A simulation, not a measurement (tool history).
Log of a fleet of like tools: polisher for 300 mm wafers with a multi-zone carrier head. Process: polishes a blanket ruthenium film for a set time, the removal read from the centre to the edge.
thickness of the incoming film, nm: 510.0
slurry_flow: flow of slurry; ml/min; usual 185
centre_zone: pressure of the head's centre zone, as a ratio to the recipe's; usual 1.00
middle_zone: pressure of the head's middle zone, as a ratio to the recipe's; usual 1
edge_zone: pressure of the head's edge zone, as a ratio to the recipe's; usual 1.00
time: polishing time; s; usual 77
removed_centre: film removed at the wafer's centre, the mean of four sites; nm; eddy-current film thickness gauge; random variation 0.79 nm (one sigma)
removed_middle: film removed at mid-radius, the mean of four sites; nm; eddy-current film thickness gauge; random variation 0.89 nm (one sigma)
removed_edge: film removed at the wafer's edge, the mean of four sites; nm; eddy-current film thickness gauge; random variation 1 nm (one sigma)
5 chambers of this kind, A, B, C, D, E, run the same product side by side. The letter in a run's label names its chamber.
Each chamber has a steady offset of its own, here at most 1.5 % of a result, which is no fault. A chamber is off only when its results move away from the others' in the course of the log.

run	day	slurry_flow	centre_zone	middle_zone	edge_zone	time	wafers polished on this pad	hours since the slurry nozzle was cleaned	hours since the centre zone pressure was calibrated	hours since the edge zone pressure was calibrated	removed_centre	removed_middle	removed_edge
1B	0.083	185	1.00	1	1.00	77	440	217.3	399.0	286.8	75.910	74.942	75.449
# day 0.125: chamber A: worn pad replaced by a new one
2E	0.183	185	1.00	1	1.00	77	608	190.4	608.1	294.1	74.843	76.405	73.668
3A	0.296	185	1.00	1	1.00	77	31	421.7	203.9	339.9	74.638	77.897	74.143
# day 0.412: chamber B: worn pad replaced by a new one
# day 0.433: chamber C: worn pad replaced by a new one
4C	0.467	185	1.00	1	1.00	77	6	201.2	1112.0	1224.8	75.320	77.448	75.336
5D	0.546	185	1.00	1	1.00	77	213	209.6	116.5	921.3	76.348	76.650	76.134
6A	0.717	185	1.00	1	1.00	77	107	431.8	214.0	350.0	76.321	77.036	76.339
7D	0.858	215	1.00	1	1.11	77	270	217.1	124.0	928.8	77.427	78.088	80.261
8C	0.954	215	1.00	1	1.11	77	94	212.9	1123.7	1236.5	77.907	76.734	82.530
9B	1.062	215	1.00	1	1.11	77	117	240.8	422.5	310.3	78.019	78.421	81.925
10E	1.167	215	1.00	1	1.11	77	786	214.0	631.7	317.7	77.334	78.332	80.979
11C	1.321	215	1.00	1	1.11	77	161	221.7	1132.5	1245.3	75.314	78.923	79.354
12D	1.433	185	1.00	1	1.00	77	374	230.9	137.8	942.6	75.647	76.896	75.303
13E	1.575	185	1.00	1	1.00	77	859	223.8	641.5	327.5	75.357	76.200	75.130
14A	1.667	185	1.00	1	1.00	77	279	454.6	236.8	372.8	75.352	76.145	76.644
15B	1.754	185	1.00	1	1.00	77	242	257.4	439.1	326.9	76.126	74.574	76.158
# day 1.796: chamber C: centre zone pressure recalibrated
16D	1.833	185	1.00	1	1.00	77	446	240.5	147.4	952.2	76.488	76.231	74.826
17A	1.971	185	1.00	1	1.00	77	334	461.9	244.1	380.1	76.722	77.700	76.150
18E	2.050	185	1.00	1	1.00	77	945	235.2	652.9	338.9	75.786	75.954	76.469
19C	2.142	185	1.00	1	1.00	77	309	241.4	8.4	1265.0	80.590	77.052	75.236
20B	2.250	185	1.00	1	1.00	77	332	269.3	451.0	338.8	75.085	73.983	76.624
21B	2.346	185	0.90	1	0.89	77	349	271.6	453.3	341.1	67.138	76.737	73.757
22E	2.442	185	0.90	1	0.89	77	1016	244.6	662.3	348.3	67.868	75.460	71.195
23D	2.612	185	0.90	1	0.89	77	587	259.2	166.1	970.9	67.784	76.250	71.091
# day 2.654: chamber E: worn pad replaced by a new one
24C	2.775	185	0.90	1	0.89	77	423	256.6	23.6	1280.2	71.288	75.190	71.625
# day 2.779: chamber E: centre zone pressure recalibrated
# day 2.850: chamber B: worn pad replaced by a new one
25A	2.854	185	0.90	1	0.89	77	494	483.1	265.3	401.3	67.813	76.438	71.946
26C	2.962	185	1.00	1	1.00	77	457	261.1	28.1	1284.7	79.517	75.261	75.461
27B	3.112	185	1.00	1	1.00	77	48	290.0	471.7	359.5	75.812	76.267	77.936
28A	3.229	185	1.00	1	1.00	77	561	492.1	274.3	410.3	75.256	77.865	75.814
29D	3.362	185	1.00	1	1.00	77	723	277.2	184.1	988.9	75.564	77.198	75.130
# day 3.438: chamber D: worn pad replaced by a new one
30E	3.488	185	1.00	1	1.00	77	151	269.7	17.0	373.4	75.484	78.273	75.861
31E	3.575	185	1.00	1	1.00	77	166	271.8	19.1	375.5	75.721	75.875	76.485
32A	3.733	185	1.00	1	1.00	77	653	504.2	286.4	422.4	76.078	78.005	75.169
33C	3.825	185	1.00	1	1.00	77	613	281.8	48.8	1305.4	79.803	75.496	75.984
# day 3.892: chamber C: edge zone pressure recalibrated
34D	3.971	185	1.00	1	1.00	77	96	291.8	198.7	1003.5	74.560	76.783	76.140
35B	4.100	185	1.00	1	1.00	77	226	313.7	495.4	383.2	74.834	74.464	75.644
36D	4.250	185	1.00	1	1.00	77	147	298.5	205.4	1010.2	74.880	76.958	74.521
37B	4.404	185	1.00	1	1.00	77	281	321.0	502.7	390.5	75.012	74.512	78.319
38C	4.575	185	1.00	1	1.00	77	749	299.8	66.8	16.5	80.232	76.308	75.034
39E	4.717	185	1.05	1	1.00	60	373	299.2	46.5	402.9	63.416	58.969	58.068
40A	4.800	185	1.05	1	1.00	60	845	529.8	312.0	448.0	62.326	59.875	60.711

Next, every chamber runs the same settings. What will each give?
41A	4.925	185	1.00	1	1.11	77					?	?	?
41B	4.925	185	1.00	1	1.11	77					?	?	?
41C	4.925	185	1.00	1	1.11	77					?	?	?
41D	4.925	185	1.00	1	1.11	77					?	?	?
41E	4.925	185	1.00	1	1.11	77					?	?	?

run	removed_centre	removed_middle	removed_edge
41A	75.239	77.590	80.288
41B	76.174	75.122	79.484
41C	79.488	75.175	81.175
41D	76.789	75.328	80.240
41E	75.852	75.491	80.393
